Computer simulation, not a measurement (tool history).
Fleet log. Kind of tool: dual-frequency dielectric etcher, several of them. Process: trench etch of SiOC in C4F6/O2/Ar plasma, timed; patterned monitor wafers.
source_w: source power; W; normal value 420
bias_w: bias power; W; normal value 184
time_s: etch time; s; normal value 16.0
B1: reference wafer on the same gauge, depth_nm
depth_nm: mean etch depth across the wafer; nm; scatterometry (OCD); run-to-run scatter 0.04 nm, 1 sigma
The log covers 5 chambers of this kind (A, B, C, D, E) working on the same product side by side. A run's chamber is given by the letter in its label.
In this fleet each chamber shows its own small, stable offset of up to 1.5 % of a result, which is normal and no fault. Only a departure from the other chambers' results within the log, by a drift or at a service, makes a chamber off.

Run 1A, hour 7.0: usual settings; B1 28.194. Result: depth_nm 33.950 nm.
Run 2C, hour 13.2: usual settings; B1 28.196. Result: depth_nm 34.082 nm.
Run 3E, hour 18.3: usual settings; B1 28.197. Result: depth_nm 34.404 nm.
Run 4B, hour 26.0: usual settings; B1 28.192. Result: depth_nm 34.435 nm.
Run 5D, hour 34.2: usual settings; B1 28.181. Result: depth_nm 34.009 nm.
Run 6E, hour 41.5: usual settings; B1 28.182. Result: depth_nm 34.363 nm.
At hour 43.6: chamber B: wet clean of the chamber.
Run 7D, hour 47.9: usual settings; B1 28.166. Result: depth_nm 33.919 nm.
Run 8A, hour 54.2: usual settings; B1 28.170. Result: depth_nm 33.993 nm.
At hour 56.1: chamber C: wet clean of the chamber.
Run 9B, hour 58.4: usual settings; B1 28.167. Result: depth_nm 34.425 nm.
Run 10C, hour 65.3: usual settings; B1 28.163. Result: depth_nm 34.033 nm.
Run 11D, hour 70.3: usual settings; B1 28.161. Result: depth_nm 33.906 nm.
Run 12A, hour 75.1: usual settings; B1 28.158. Result: depth_nm 33.852 nm.
Run 13C, hour 82.0: usual settings; B1 28.151. Result: depth_nm 34.028 nm.
Run 14E, hour 88.5: usual settings; B1 28.142. Result: depth_nm 34.284 nm.
Run 15B, hour 94.9: usual settings; B1 28.143. Result: depth_nm 34.462 nm.
Run 16C, hour 99.1: usual settings; B1 28.138. Result: depth_nm 34.013 nm.
Run 17A, hour 106.5: usual settings; B1 28.139. Result: depth_nm 33.809 nm.
Run 18D, hour 114.2: usual settings; B1 28.129. Result: depth_nm 33.884 nm.
Run 19E, hour 119.6: usual settings; B1 28.127. Result: depth_nm 34.345 nm.
Run 20B, hour 124.4: usual settings but source_w 500 W, bias_w 148 W; B1 28.127. Result: depth_nm 34.425 nm.
At hour 124.6: chamber E: wet clean of the chamber.
Run 21B, hour 132.1: usual settings but source_w 500 W, bias_w 148 W; B1 28.124. Result: depth_nm 34.507 nm.
Run 22E, hour 139.5: usual settings but source_w 500 W, bias_w 148 W; B1 28.121. Result: depth_nm 34.224 nm.
Run 23A, hour 143.9: usual settings but source_w 500 W, bias_w 148 W; B1 28.128. Result: depth_nm 33.921 nm.
Run 24C, hour 149.5: usual settings but source_w 500 W, bias_w 148 W; B1 28.119. Result: depth_nm 34.031 nm.
Run 25D, hour 156.7: usual settings but time_s 11.5 s; B1 28.106. Result: depth_nm 24.413 nm.
Run 26A, hour 163.0: usual settings but time_s 11.5 s; B1 28.098. Result: depth_nm 24.292 nm.
Run 27C, hour 167.7: usual settings but time_s 11.5 s; B1 28.108. Result: depth_nm 24.410 nm.
Run 28B, hour 173.6: usual settings but time_s 11.5 s; B1 28.097. Result: depth_nm 24.738 nm.
Run 29D, hour 178.4: usual settings but time_s 11.5 s; B1 28.091. Result: depth_nm 24.359 nm.
Run 30E, hour 185.3: usual settings; B1 28.082. Result: depth_nm 34.288 nm.
Run 31B, hour 191.1: usual settings; B1 28.085. Result: depth_nm 34.328 nm.
Run 32A, hour 195.8: usual settings but time_s 11.5 s; B1 28.081. Result: depth_nm 24.284 nm.
Run 33E, hour 199.7: usual settings but time_s 11.5 s; B1 28.083. Result: depth_nm 24.566 nm.
Run 34C, hour 205.6: usual settings but time_s 11.5 s; B1 28.077. Result: depth_nm 24.377 nm.
Run 35D, hour 211.4: usual settings but time_s 11.5 s; B1 28.083. Result: depth_nm 24.373 nm.
Run 36B, hour 217.7: usual settings but time_s 11.5 s; B1 28.070. Result: depth_nm 24.706 nm.
Run 37D, hour 223.9: usual settings; B1 28.069. Result: depth_nm 33.853 nm.

For the next run the whole fleet of 5 chambers uses the same settings. Give each chamber's results:
Run 38A, hour 230.0: usual settings but source_w 360 W. Result: depth_nm ?.
Run 38B, hour 230.0: usual settings but source_w 360 W. Result: depth_nm ?.
Run 38C, hour 230.0: usual settings but source_w 360 W. Result: depth_nm ?.
Run 38D, hour 230.0: usual settings but source_w 360 W. Result: depth_nm ?.
Run 38E, hour 230.0: usual settings but source_w 360 W. Result: depth_nm ?.

run  depth_nm
38A    31.734
38B    32.293
38C    31.981
38D    31.861
38E    32.244
